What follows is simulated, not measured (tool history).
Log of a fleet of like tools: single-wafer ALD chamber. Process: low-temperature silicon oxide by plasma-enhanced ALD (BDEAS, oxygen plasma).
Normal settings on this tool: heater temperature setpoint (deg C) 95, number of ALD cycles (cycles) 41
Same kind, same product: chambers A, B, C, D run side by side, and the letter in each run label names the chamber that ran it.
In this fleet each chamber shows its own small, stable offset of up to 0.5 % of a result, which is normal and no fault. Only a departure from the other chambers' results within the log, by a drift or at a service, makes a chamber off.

run	hour	heater temperature setpoint (deg C)	number of ALD cycles (cycles)	hours since the last thermocouple change	read-back reference wafer on the same gauge, thickness_nm	mean film thickness on the monitor wafer (angstrom)
1A	7.3	95	41	996.3	5.4461	59.641
2C	15.3	95	41	868.1	5.445	59.187
3B	25.3	95	41	194.3	5.4552	59.568
4D	40.2	95	41	680	5.4472	59.518
5C	48.6	95	41	901.4	5.4528	59.173
6D	59.9	95	41	699.7	5.4503	58.975
7B	74.8	83	45	243.8	5.4523	67.76
8A	89.4	83	45	1078.4	5.4549	68.587
9B	99.9	83	45	268.9	5.4541	68.472
10C	109.4	83	45	962.2	5.4503	68.208
11D	117.2	95	41	757	5.4515	59.664
12A	132.3	95	41	1121.3	5.4466	59.342
13C	146.6	95	41	999.4	5.4544	59.788
14B	155.9	95	41	324.9	5.4526	59.964
15D	163	95	41	802.8	5.4522	59.561
16A	174.2	82	47	1163.2	5.4487	71.94
17C	181.6	82	47	1034.4	5.4492	71.089
18B	190.2	82	47	359.2	5.4464	72.022
19D	201.6	82	47	841.4	5.4468	71.971
20A	213	95	41	1202	5.451	59.632
21A	227.5	84	41	1216.5	5.4446	61.769
22D	238.1	84	41	877.9	5.4456	61.351
23B	247.4	84	41	416.4	5.456	61.932
24C	261.4	84	41	1114.2	5.4551	61.898
25C	277.6	95	41	1130.4	5.45	59.354
26B	285.8	95	41	454.8	5.4531	60.131
27D	296	95	41	935.8	5.4466	59.477
28A	305.4	95	41	1294.4	5.4525	59.552
29C	318.4	95	41	1171.2	5.4449	59.212
30A	331.6	95	41	1320.6	5.4529	59.661
31B	342.2	95	41	511.2	5.4549	60.097
32D	349.7	95	41	989.5	5.4496	59.646

The same settings go to every chamber for the next run, one line per chamber below. Forecast the results for each:
33A	361.4	95	46			?
33B	361.4	95	46			?
33C	361.4	95	46			?
33D	361.4	95	46			?

run	mean film thickness on the monitor wafer (angstrom)
33A	66.764
33B	67.208
33C	66.654
33D	66.902

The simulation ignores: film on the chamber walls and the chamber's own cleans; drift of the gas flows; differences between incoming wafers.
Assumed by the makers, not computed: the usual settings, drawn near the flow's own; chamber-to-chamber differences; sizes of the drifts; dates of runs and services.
